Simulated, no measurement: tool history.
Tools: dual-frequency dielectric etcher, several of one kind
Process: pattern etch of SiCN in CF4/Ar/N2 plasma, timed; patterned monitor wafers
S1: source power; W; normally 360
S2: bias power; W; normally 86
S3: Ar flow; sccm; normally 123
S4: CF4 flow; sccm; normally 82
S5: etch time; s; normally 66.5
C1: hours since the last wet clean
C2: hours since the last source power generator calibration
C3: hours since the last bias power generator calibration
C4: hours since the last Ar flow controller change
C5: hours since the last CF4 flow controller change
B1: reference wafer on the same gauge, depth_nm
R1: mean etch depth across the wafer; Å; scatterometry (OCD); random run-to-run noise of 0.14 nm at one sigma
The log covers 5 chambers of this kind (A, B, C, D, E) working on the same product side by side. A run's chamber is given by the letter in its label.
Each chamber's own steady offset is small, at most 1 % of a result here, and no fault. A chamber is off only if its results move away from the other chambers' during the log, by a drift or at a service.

run,hour,S1,S2,S3,S4,S5,C1,C2,C3,C4,C5,B1,R1
1A,5.5,360,86,123,82,66.5,201.9,1113.5,2821.6,2205,3989.9,49.183,498.8
2E,10.3,360,86,123,82,66.5,423.3,820,2621.4,354.1,1240.8,49.184,499.71
3D,14.6,360,86,123,82,66.5,139.7,1180.4,1607,1798.5,154.9,49.192,497.25
4B,18,360,86,123,82,66.5,72.9,45.4,1254.2,2240,506.9,49.222,497.56
# hour 21.9: chamber C: wet clean of the chamber
5C,22.5,360,86,123,82,66.5,0.6,2870.1,1304.6,872.1,103.4,49.21,494.91
6D,27.8,360,86,123,82,66.5,152.9,1193.6,1620.2,1811.7,168.1,49.171,496.73
7C,32.4,360,86,123,82,66.5,10.5,2880,1314.5,882,113.3,49.196,495.49
8B,35.4,360,86,123,82,66.5,90.3,62.8,1271.6,2257.4,524.3,49.22,495.21
9A,39.2,280,105,123,82,66.5,235.6,1147.2,2855.3,2238.7,4023.6,49.229,427.47
10E,41.8,280,105,123,82,66.5,454.8,851.5,2652.9,385.6,1272.3,49.165,433.55
11A,45.5,280,105,123,82,66.5,241.9,1153.5,2861.6,2245,4029.9,49.221,426.01
12C,49.3,280,105,123,82,66.5,27.4,2896.9,1331.4,898.9,130.2,49.16,429.56
13E,54.8,280,105,123,82,66.5,467.8,864.5,2665.9,398.6,1285.3,49.19,431.7
14D,60,360,86,123,82,66.5,185.1,1225.8,1652.4,1843.9,200.3,49.224,495.39
15B,63.7,360,86,123,82,66.5,118.6,91.1,1299.9,2285.7,552.6,49.195,496.39
16C,67.3,360,86,123,82,66.5,45.4,2914.9,1349.4,916.9,148.2,49.228,495.2
17D,72.7,360,86,113,82,66.5,197.8,1238.5,1665.1,1856.6,213,49.163,501.96
18E,78.3,360,86,113,82,66.5,491.3,888,2689.4,422.1,1308.8,49.203,507.82
19B,81.6,360,86,113,82,66.5,136.5,109,1317.8,2303.6,570.5,49.183,502.6
20A,85,360,86,113,82,66.5,281.4,1193,2901.1,2284.5,4069.4,49.193,493.66
21B,88.4,360,86,113,82,66.5,143.3,115.8,1324.6,2310.4,577.3,49.222,500.8
22A,92.7,360,86,123,82,66.5,289.1,1200.7,2908.8,2292.2,4077.1,49.223,488.97
23D,97.5,360,99,147,82,66.5,222.6,1263.3,1689.9,1881.4,237.8,49.183,507.71
24C,100.5,360,99,147,82,66.5,78.6,2948.1,1382.6,950.1,181.4,49.226,510.31
25E,105.1,360,99,147,82,66.5,518.1,914.8,2716.2,448.9,1335.6,49.189,516.52
26C,108.2,360,99,147,82,66.5,86.3,2955.8,1390.3,957.8,189.1,49.219,505.82
27E,112.3,360,99,147,82,66.5,525.3,922,2723.4,456.1,1342.8,49.238,516.99
28A,116.8,360,86,123,82,66.5,313.2,1224.8,2932.9,2316.3,4101.2,49.197,485.01
29D,121.1,360,86,123,82,66.5,246.2,1286.9,1713.5,1905,261.4,49.186,497.63
30B,126.4,360,86,123,82,66.5,181.3,153.8,1362.6,2348.4,615.3,49.179,495.54

Does one chamber stand apart from the rest, does the shared gauge drift, or is all well apart from small per-chamber offsets? Give the chamber and the most likely cause, where there is one.

Chamber A drifts away from the others.
Likeliest cause: source power that arrives under what is set, % = 3.77.
It could be hard to tell apart here from: etch rate under this chamber's usual, %.

Here are 4 candidates for chamber A's next run, each the usual settings with a change, their results left as question marks. Which one brings its results back in line with what the others give on the usual settings?
Counts as in line when no further than this from what the other chambers average on the usual settings: R1 4.8 Å
31A-1,130.5,350,85,123,82,65,,,,,,,?
31A-2,130.5,360,93,123,82,66.5,,,,,,,?
31A-3,130.5,370,87,123,82,68.5,,,,,,,?
31A-4,130.5,360,86,137,73,66.5,,,,,,,?

What the other chambers average on the usual settings: R1 497.12 Å
run,R1
31A-1,457.28
31A-2,495.87
31A-3,510.47
31A-4,466.71
31A-2 is the one that brings the chamber's results back in line with the other chambers.
